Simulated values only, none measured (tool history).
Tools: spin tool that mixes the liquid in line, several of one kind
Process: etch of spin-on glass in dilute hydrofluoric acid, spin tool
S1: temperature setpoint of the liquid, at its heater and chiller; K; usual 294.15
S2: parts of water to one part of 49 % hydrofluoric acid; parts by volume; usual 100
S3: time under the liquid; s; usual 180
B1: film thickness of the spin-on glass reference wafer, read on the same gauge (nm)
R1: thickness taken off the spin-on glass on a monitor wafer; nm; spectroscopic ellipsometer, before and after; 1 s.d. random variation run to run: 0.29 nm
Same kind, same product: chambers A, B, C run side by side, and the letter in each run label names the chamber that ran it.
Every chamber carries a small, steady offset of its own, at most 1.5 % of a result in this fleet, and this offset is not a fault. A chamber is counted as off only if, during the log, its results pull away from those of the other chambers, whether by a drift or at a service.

run   hour      S1   S2   S3      B1      R1
 1A      9  294.15  100  180  40.001   34.75
 2C   19.3  294.15  100  180  40.014  35.301
 3B   27.2  294.15  100  180  39.978  34.983
 4B   35.4  294.15  100  180  39.974  34.707
 5A   41.3  294.15  100  180  40.013  35.058
 6C   47.6  294.15  100  180  40.009  34.204
 7A   56.2  294.15   75  180  40.018  48.128
 8C   65.6  294.15   75  180  39.961  47.831
 9B   72.2  294.15   75  180  39.957  47.672
10B   82.5  294.15  100  180  39.983    34.7
11A   91.3  294.15  100  180   39.99  34.975
12C  100.3  294.15  100  180  40.016   34.25
13B  105.1  294.15  100  180  40.021  34.778
14C    115  294.15  100  180  39.983  33.981
15A  122.5  294.15  100  180  39.981  35.577
16B  131.6  294.15  100  180  39.974  35.347
17C  140.2  294.15  100  180  39.995  34.104
18A  148.1  297.15  100  145  39.971  31.576
19B  157.4  297.15  100  145      40  31.334
20C    168  297.15  100  145  40.003  30.165
21A    176  294.15  100  180  39.965  35.474
22A  186.1  294.15  100  180  40.001  35.029
23C  194.9  294.15  100  180   39.97  33.707
24B  205.3  294.15  100  180  40.015   34.99
25A  215.4  294.15  100  180  40.009   35.09
26B  222.8  294.15  100  180  39.991  34.572
27C  227.9  294.15  100  180  39.993  32.976
28A  233.2  290.65   75  180  40.001   42.06

All 3 chambers run these settings next. Forecast each chamber's results:
29A  240.9  294.15  100  180       ?
29B  240.9  294.15  100  180       ?
29C  240.9  294.15  100  180       ?

run      R1
29A   34.95
29B  35.103
29C  33.198
